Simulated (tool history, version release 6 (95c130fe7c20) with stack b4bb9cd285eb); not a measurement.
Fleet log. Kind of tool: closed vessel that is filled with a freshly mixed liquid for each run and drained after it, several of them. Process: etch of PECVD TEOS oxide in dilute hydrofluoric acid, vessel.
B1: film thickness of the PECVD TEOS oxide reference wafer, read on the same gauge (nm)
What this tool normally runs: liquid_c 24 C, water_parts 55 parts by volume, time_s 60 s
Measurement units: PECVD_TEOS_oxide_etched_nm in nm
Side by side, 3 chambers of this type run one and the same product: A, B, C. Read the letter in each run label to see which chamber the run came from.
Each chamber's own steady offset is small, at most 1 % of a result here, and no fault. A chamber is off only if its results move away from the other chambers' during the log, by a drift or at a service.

Run 1C, hour 4.8: usual settings; B1 119.98. Result: PECVD_TEOS_oxide_etched_nm 17.156 nm.
Run 2A, hour 11.5: usual settings; B1 120.01. Result: PECVD_TEOS_oxide_etched_nm 17.39 nm.
Run 3B, hour 14.8: usual settings; B1 120.03. Result: PECVD_TEOS_oxide_etched_nm 17.089 nm.
Run 4C, hour 19: usual settings; B1 119.95. Result: PECVD_TEOS_oxide_etched_nm 17.485 nm.
Run 5A, hour 23.4: usual settings; B1 119.98. Result: PECVD_TEOS_oxide_etched_nm 16.987 nm.
Run 6B, hour 30: usual settings but water_parts 80 parts by volume, time_s 80 s; B1 120.01. Result: PECVD_TEOS_oxide_etched_nm 15.254 nm.
Run 7B, hour 33.9: usual settings but water_parts 80 parts by volume, time_s 80 s; B1 120. Result: PECVD_TEOS_oxide_etched_nm 15.251 nm.
Run 8C, hour 37.7: usual settings but water_parts 80 parts by volume, time_s 80 s; B1 120. Result: PECVD_TEOS_oxide_etched_nm 15.708 nm.
Run 9A, hour 40.8: usual settings; B1 119.98. Result: PECVD_TEOS_oxide_etched_nm 17.192 nm.
Run 10C, hour 44.6: usual settings; B1 119.96. Result: PECVD_TEOS_oxide_etched_nm 17.545 nm.
Run 11B, hour 51.5: usual settings; B1 120.04. Result: PECVD_TEOS_oxide_etched_nm 16.798 nm.
Run 12A, hour 55.5: usual settings but water_parts 35 parts by volume, time_s 80 s; B1 120.01. Result: PECVD_TEOS_oxide_etched_nm 36.144 nm.
Run 13A, hour 58.5: usual settings but water_parts 35 parts by volume, time_s 80 s; B1 120.01. Result: PECVD_TEOS_oxide_etched_nm 35.305 nm.
Run 14B, hour 62.1: usual settings but water_parts 35 parts by volume, time_s 80 s; B1 120.02. Result: PECVD_TEOS_oxide_etched_nm 37.213 nm.
Run 15C, hour 65.4: usual settings but liquid_c 19.5 C, time_s 50 s; B1 119.96. Result: PECVD_TEOS_oxide_etched_nm 11.951 nm.
Run 16A, hour 68.7: usual settings but liquid_c 19.5 C, time_s 50 s; B1 119.97. Result: PECVD_TEOS_oxide_etched_nm 11.518 nm.
Run 17B, hour 72.6: usual settings but liquid_c 19.5 C, time_s 50 s; B1 120.01. Result: PECVD_TEOS_oxide_etched_nm 12.027 nm.
Run 18C, hour 78.8: usual settings; B1 120.01. Result: PECVD_TEOS_oxide_etched_nm 17.419 nm.
Run 19C, hour 84.4: usual settings; B1 119.97. Result: PECVD_TEOS_oxide_etched_nm 17.351 nm.
Run 20A, hour 89.3: usual settings; B1 120. Result: PECVD_TEOS_oxide_etched_nm 15.984 nm.
Run 21B, hour 95.1: usual settings; B1 119.99. Result: PECVD_TEOS_oxide_etched_nm 17.295 nm.
Run 22A, hour 98.6: usual settings; B1 119.97. Result: PECVD_TEOS_oxide_etched_nm 16.185 nm.
Run 23C, hour 104.4: usual settings; B1 120.01. Result: PECVD_TEOS_oxide_etched_nm 17.251 nm.
Run 24B, hour 107.8: usual settings; B1 119.98. Result: PECVD_TEOS_oxide_etched_nm 17.123 nm.
Run 25B, hour 111.8: usual settings; B1 119.99. Result: PECVD_TEOS_oxide_etched_nm 17.162 nm.

All 3 chambers run these settings next. Forecast each chamber's results:
Run 26A, hour 116.8: usual settings but liquid_c 28 C. Result: PECVD_TEOS_oxide_etched_nm ?.
Run 26B, hour 116.8: usual settings but liquid_c 28 C. Result: PECVD_TEOS_oxide_etched_nm ?.
Run 26C, hour 116.8: usual settings but liquid_c 28 C. Result: PECVD_TEOS_oxide_etched_nm ?.

run  PECVD_TEOS_oxide_etched_nm
26A                      18.733
26B                      20.297
26C                      20.568
